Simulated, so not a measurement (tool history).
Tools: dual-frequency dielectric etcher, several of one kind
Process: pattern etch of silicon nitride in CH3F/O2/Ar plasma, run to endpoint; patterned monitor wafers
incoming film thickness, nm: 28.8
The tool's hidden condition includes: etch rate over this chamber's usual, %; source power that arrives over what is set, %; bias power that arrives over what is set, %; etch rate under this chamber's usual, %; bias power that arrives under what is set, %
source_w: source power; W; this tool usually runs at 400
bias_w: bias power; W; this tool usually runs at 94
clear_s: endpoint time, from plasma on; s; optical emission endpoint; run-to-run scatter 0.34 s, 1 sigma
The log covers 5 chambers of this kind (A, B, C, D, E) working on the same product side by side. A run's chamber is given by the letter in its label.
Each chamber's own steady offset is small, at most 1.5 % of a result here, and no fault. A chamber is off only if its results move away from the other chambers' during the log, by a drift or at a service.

run	hour	source_w	bias_w	hours since the last wet clean	hours since the last source power generator calibration	hours since the last bias power generator calibration	clear_s
1E	12.1	400	94	266.8	2085.8	3753.8	38.028
2A	25.2	400	94	326.6	963.4	1751.4	38.083
3D	34.8	400	94	381.9	3292.0	914.9	37.731
4C	44.1	400	94	303.5	1545.3	1029.0	37.110
5B	53.0	400	94	223.4	730.6	5145.7	38.044
# hour 58.1: chamber A: wet clean of the chamber
6D	64.2	400	94	411.3	3321.4	944.3	37.494
# hour 71.5: chamber A: bias power generator calibrated
7E	78.3	400	94	333.0	2152.0	3820.0	37.391
8B	88.8	400	94	259.2	766.4	5181.5	37.583
9C	95.7	400	94	355.1	1596.9	1080.6	37.384
10A	108.9	400	94	50.8	1047.1	37.5	37.900
11E	117.3	400	94	372.0	2191.0	3859.0	37.414
12D	126.5	400	94	473.6	3383.7	1006.6	37.850
13C	139.3	400	94	398.7	1640.5	1124.2	37.806
# hour 142.2: chamber D: wet clean of the chamber
14B	145.7	400	94	316.1	823.3	5238.4	37.203
15A	156.6	400	94	98.5	1094.8	85.2	37.463
16E	171.0	310	94	425.7	2244.7	3912.7	41.747
17D	178.4	310	94	36.2	3435.6	1058.5	41.757
18B	186.9	310	94	357.3	864.5	5279.6	41.015
19C	199.7	310	94	459.1	1700.9	1184.6	41.316
20A	212.6	310	94	154.5	1150.8	141.2	41.504
# hour 222.5: chamber B: bias power generator calibrated
21D	222.8	400	94	80.6	3480.0	1102.9	37.625
22B	230.3	400	94	400.7	907.9	7.8	37.752
23C	243.1	340	112	502.5	1744.3	1228.0	37.527
24E	252.4	340	112	507.1	2326.1	3994.1	37.552
25A	262.4	340	112	204.3	1200.6	191.0	38.409
26E	271.4	340	112	526.1	2345.1	4013.1	37.797
27A	281.4	340	112	223.3	1219.6	210.0	37.693
# hour 287.0: chamber C: wet clean of the chamber
28D	293.0	400	94	150.8	3550.2	1173.1	38.428
29C	304.0	400	109	17.1	1805.2	1288.9	35.312
30B	310.8	400	109	481.2	988.4	88.3	35.738
31C	322.5	400	109	35.6	1823.7	1307.4	35.401

Predict what each chamber gives when all 5 of them run the settings below next.
32A	333.0	400	94				?
32B	333.0	400	94				?
32C	333.0	400	94				?
32D	333.0	400	94				?
32E	333.0	400	94				?

run	clear_s
32A	37.895
32B	37.644
32C	37.963
32D	38.555
32E	38.004
